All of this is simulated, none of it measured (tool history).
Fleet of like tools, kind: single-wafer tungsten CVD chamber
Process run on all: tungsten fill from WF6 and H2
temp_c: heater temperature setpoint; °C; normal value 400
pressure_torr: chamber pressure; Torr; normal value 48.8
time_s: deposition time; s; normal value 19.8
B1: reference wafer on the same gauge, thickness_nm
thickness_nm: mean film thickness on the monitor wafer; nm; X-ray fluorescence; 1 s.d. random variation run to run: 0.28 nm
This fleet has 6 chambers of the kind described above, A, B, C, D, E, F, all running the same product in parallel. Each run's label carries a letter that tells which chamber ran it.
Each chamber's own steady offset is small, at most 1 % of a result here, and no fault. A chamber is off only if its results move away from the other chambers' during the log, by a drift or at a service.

Run 1A, hour 9.4: usual settings; B1 75.037. Result: thickness_nm 72.127 nm.
Run 2B, hour 16.8: usual settings; B1 75.002. Result: thickness_nm 72.171 nm.
At hour 24.9: chamber F: capacitance manometer re-zeroed and calibrated.
Run 3F, hour 27.4: usual settings; B1 75.063. Result: thickness_nm 72.007 nm.
Run 4E, hour 33: usual settings; B1 74.975. Result: thickness_nm 72.602 nm.
Run 5C, hour 40.8: usual settings; B1 75.005. Result: thickness_nm 72.702 nm.
Run 6D, hour 47.1: usual settings; B1 74.894. Result: thickness_nm 72.12 nm.
At hour 48.3: chamber D: capacitance manometer re-zeroed and calibrated.
At hour 50: chamber B: thermocouple changed; heater temperature recalibrated.
Run 7E, hour 52.4: usual settings but temp_c 388 °C, pressure_torr 55.1 Torr; B1 75.026. Result: thickness_nm 61.639 nm.
Run 8C, hour 61.2: usual settings but temp_c 388 °C, pressure_torr 55.1 Torr; B1 74.975. Result: thickness_nm 61.226 nm.
Run 9A, hour 68: usual settings but temp_c 388 °C, pressure_torr 55.1 Torr; B1 74.973. Result: thickness_nm 61.094 nm.
Run 10D, hour 77.7: usual settings but temp_c 388 °C, pressure_torr 55.1 Torr; B1 74.987. Result: thickness_nm 61.093 nm.
Run 11F, hour 83.4: usual settings but temp_c 388 °C, pressure_torr 55.1 Torr; B1 74.951. Result: thickness_nm 60.463 nm.
Run 12B, hour 90.7: usual settings but temp_c 388 °C, pressure_torr 55.1 Torr; B1 75.006. Result: thickness_nm 60.944 nm.
Run 13F, hour 100.9: usual settings; B1 74.977. Result: thickness_nm 71.616 nm.
At hour 101.2: chamber A: thermocouple changed; heater temperature recalibrated.
Run 14A, hour 111.6: usual settings; B1 74.951. Result: thickness_nm 75.562 nm.
Run 15E, hour 117: usual settings; B1 74.94. Result: thickness_nm 72.719 nm.
Run 16C, hour 127.6: usual settings; B1 74.994. Result: thickness_nm 73.054 nm.
Run 17B, hour 133.9: usual settings; B1 75.031. Result: thickness_nm 72.279 nm.
Run 18D, hour 140.9: usual settings; B1 75.018. Result: thickness_nm 71.747 nm.
Run 19B, hour 147.1: usual settings; B1 75.045. Result: thickness_nm 72.581 nm.
Run 20D, hour 156.9: usual settings; B1 75.029. Result: thickness_nm 72.221 nm.
Run 21F, hour 167.3: usual settings; B1 75.028. Result: thickness_nm 72.293 nm.
Run 22A, hour 176.6: usual settings; B1 75.021. Result: thickness_nm 74.849 nm.
Run 23E, hour 183.6: usual settings; B1 75.031. Result: thickness_nm 73.165 nm.
Run 24C, hour 193.5: usual settings; B1 75.026. Result: thickness_nm 72.843 nm.
Run 25E, hour 199: usual settings; B1 74.969. Result: thickness_nm 72.135 nm.
Run 26D, hour 207: usual settings; B1 74.933. Result: thickness_nm 72.359 nm.
Run 27C, hour 214.6: usual settings; B1 74.934. Result: thickness_nm 72.007 nm.
Run 28A, hour 223.2: usual settings; B1 75.017. Result: thickness_nm 75.121 nm.
Run 29F, hour 232.2: usual settings but pressure_torr 40.9 Torr, time_s 16.4 s; B1 74.978. Result: thickness_nm 55.571 nm.
Run 30B, hour 239.8: usual settings but pressure_torr 40.9 Torr, time_s 16.4 s; B1 75.056. Result: thickness_nm 55.843 nm.
Run 31B, hour 247: usual settings but pressure_torr 40.9 Torr, time_s 16.4 s; B1 74.999. Result: thickness_nm 55.343 nm.
Run 32F, hour 254.5: usual settings but pressure_torr 40.9 Torr, time_s 16.4 s; B1 74.975. Result: thickness_nm 55.081 nm.
Run 33C, hour 263.9: usual settings but pressure_torr 40.9 Torr, time_s 16.4 s; B1 74.989. Result: thickness_nm 55.523 nm.
Run 34D, hour 270.9: usual settings but pressure_torr 40.9 Torr, time_s 16.4 s; B1 75.019. Result: thickness_nm 55.421 nm.
Run 35E, hour 278.8: usual settings; B1 74.948. Result: thickness_nm 72.142 nm.
Run 36A, hour 286.4: usual settings; B1 74.943. Result: thickness_nm 75.716 nm.

Predict what each chamber gives when all 6 of them run the settings below next.
Run 37A, hour 294.1: usual settings but temp_c 407 °C. Result: thickness_nm ?.
Run 37B, hour 294.1: usual settings but temp_c 407 °C. Result: thickness_nm ?.
Run 37C, hour 294.1: usual settings but temp_c 407 °C. Result: thickness_nm ?.
Run 37D, hour 294.1: usual settings but temp_c 407 °C. Result: thickness_nm ?.
Run 37E, hour 294.1: usual settings but temp_c 407 °C. Result: thickness_nm ?.
Run 37F, hour 294.1: usual settings but temp_c 407 °C. Result: thickness_nm ?.

run  thickness_nm
37A        84.816
37B        82.122
37C        81.647
37D        81.784
37E        81.284
37F        82.517
